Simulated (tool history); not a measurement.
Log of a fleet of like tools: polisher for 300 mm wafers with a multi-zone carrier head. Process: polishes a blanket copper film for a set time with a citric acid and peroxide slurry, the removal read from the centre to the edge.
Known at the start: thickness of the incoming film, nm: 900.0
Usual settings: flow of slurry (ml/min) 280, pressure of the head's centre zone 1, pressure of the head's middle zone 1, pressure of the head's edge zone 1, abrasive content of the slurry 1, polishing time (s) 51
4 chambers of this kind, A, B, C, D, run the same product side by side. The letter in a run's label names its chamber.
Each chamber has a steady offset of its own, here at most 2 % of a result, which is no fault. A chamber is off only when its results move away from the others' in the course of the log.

| run | hour | flow of slurry (ml/min) | pressure of the head's centre zone | pressure of the head's middle zone | pressure of the head's edge zone | abrasive content of the slurry | polishing time (s) | film removed at the wafer's centre (nm) | film removed at mid-radius (nm) | film removed at the wafer's edge (nm) |
|---|---|---|---|---|---|---|---|---|---|---|
| 1A | 7.6 | 280 | 1 | 1 | 1 | 1 | 51 | 132.76 | 131.27 | 131.28 |
| 2C | 13.9 | 280 | 1 | 1 | 1 | 1 | 51 | 127.23 | 130.36 | 128.66 |
|  | 17.5 | chamber B: worn pad replaced by a new one |
| 3B | 19.1 | 280 | 1 | 1 | 1 | 1 | 51 | 129.61 | 128.5 | 128.85 |
|  | 20.2 | chamber D: centre zone pressure recalibrated |
| 4D | 27.5 | 280 | 1 | 1 | 1 | 1 | 51 | 128.04 | 128.41 | 130.5 |
| 5D | 37.1 | 280 | 1 | 1 | 1 | 1 | 51 | 124.92 | 127.35 | 132.16 |
|  | 41.2 | chamber A: slurry nozzle cleaned |
| 6A | 47.9 | 280 | 1 | 1 | 1 | 0.9 | 68 | 171.87 | 168.71 | 170.64 |
| 7C | 53.8 | 280 | 1 | 1 | 1 | 0.9 | 68 | 167.32 | 167.19 | 166.56 |
| 8B | 61.8 | 280 | 1 | 1 | 1 | 0.9 | 68 | 166.89 | 171.13 | 169.01 |
|  | 64.6 | chamber C: centre zone pressure recalibrated |
| 9A | 68.4 | 280 | 1 | 1 | 1 | 0.9 | 68 | 169.96 | 169.53 | 170.71 |
|  | 74.2 | chamber D: slurry nozzle cleaned |
| 10D | 78.9 | 280 | 1 | 1 | 1 | 1 | 51 | 128.08 | 127.63 | 131.36 |
| 11B | 84.6 | 280 | 1 | 1 | 1 | 1 | 51 | 129.43 | 129.08 | 128.41 |
| 12C | 94.7 | 280 | 0.89 | 1 | 1 | 1 | 51 | 112.11 | 130.44 | 130.26 |
|  | 101.4 | chamber D: worn pad replaced by a new one |
| 13D | 103.4 | 280 | 0.89 | 1 | 1 | 1 | 51 | 112.21 | 128.32 | 133.6 |
|  | 106.4 | chamber A: centre zone pressure recalibrated |
| 14C | 108.3 | 280 | 0.89 | 1 | 1 | 1 | 51 | 112.74 | 128.93 | 125.03 |
| 15B | 114.5 | 280 | 0.89 | 1 | 1 | 1 | 51 | 112.34 | 131.26 | 126.21 |
| 16A | 125.3 | 280 | 1 | 1 | 1 | 1 | 51 | 125.4 | 125.12 | 127.84 |
|  | 129.6 | chamber C: edge zone pressure recalibrated |
| 17C | 136.7 | 280 | 1 | 1 | 1 | 1 | 51 | 130.1 | 131.02 | 127.62 |
| 18D | 142.2 | 280 | 1 | 1 | 1 | 1 | 51 | 127.86 | 125.87 | 134.06 |
| 19A | 150.7 | 280 | 1 | 1 | 1 | 1 | 51 | 122.82 | 123.42 | 124.98 |
| 20B | 161.1 | 280 | 1 | 1 | 1 | 1 | 51 | 128.16 | 130.23 | 128.36 |
| 21C | 168.8 | 280 | 1 | 1 | 1 | 1 | 51 | 128.15 | 130.57 | 129.1 |
| 22B | 175.7 | 280 | 1 | 1 | 1 | 1 | 51 | 131.3 | 129.13 | 126.51 |
| 23A | 186.6 | 320 | 1 | 1 | 1 | 0.85 | 51 | 116.58 | 116.84 | 116.8 |
| 24D | 193.2 | 320 | 1 | 1 | 1 | 0.85 | 51 | 126.3 | 125.61 | 128.29 |
| 25B | 203.4 | 320 | 1 | 1 | 1 | 0.85 | 51 | 125.95 | 126.17 | 123.81 |
| 26A | 209.6 | 320 | 1 | 1 | 1 | 0.85 | 51 | 114.94 | 112.25 | 112.24 |
| 27D | 220.6 | 280 | 1 | 1 | 1 | 1 | 51 | 131.26 | 126.9 | 131.06 |

All 4 chambers run these settings next. Forecast each chamber's results:
| 28A | 228.7 | 280 | 1 | 1 | 1 | 1 | 51 | ? | ? | ? |
| 28B | 228.7 | 280 | 1 | 1 | 1 | 1 | 51 | ? | ? | ? |
| 28C | 228.7 | 280 | 1 | 1 | 1 | 1 | 51 | ? | ? | ? |
| 28D | 228.7 | 280 | 1 | 1 | 1 | 1 | 51 | ? | ? | ? |

| run | film removed at the wafer's centre (nm) | film removed at mid-radius (nm) | film removed at the wafer's edge (nm) |
|---|---|---|---|
| 28A | 113.61 | 114.62 | 116.04 |
| 28B | 128.84 | 129.07 | 127.88 |
| 28C | 127.84 | 133.05 | 130.25 |
| 28D | 127.76 | 127.72 | 131.25 |

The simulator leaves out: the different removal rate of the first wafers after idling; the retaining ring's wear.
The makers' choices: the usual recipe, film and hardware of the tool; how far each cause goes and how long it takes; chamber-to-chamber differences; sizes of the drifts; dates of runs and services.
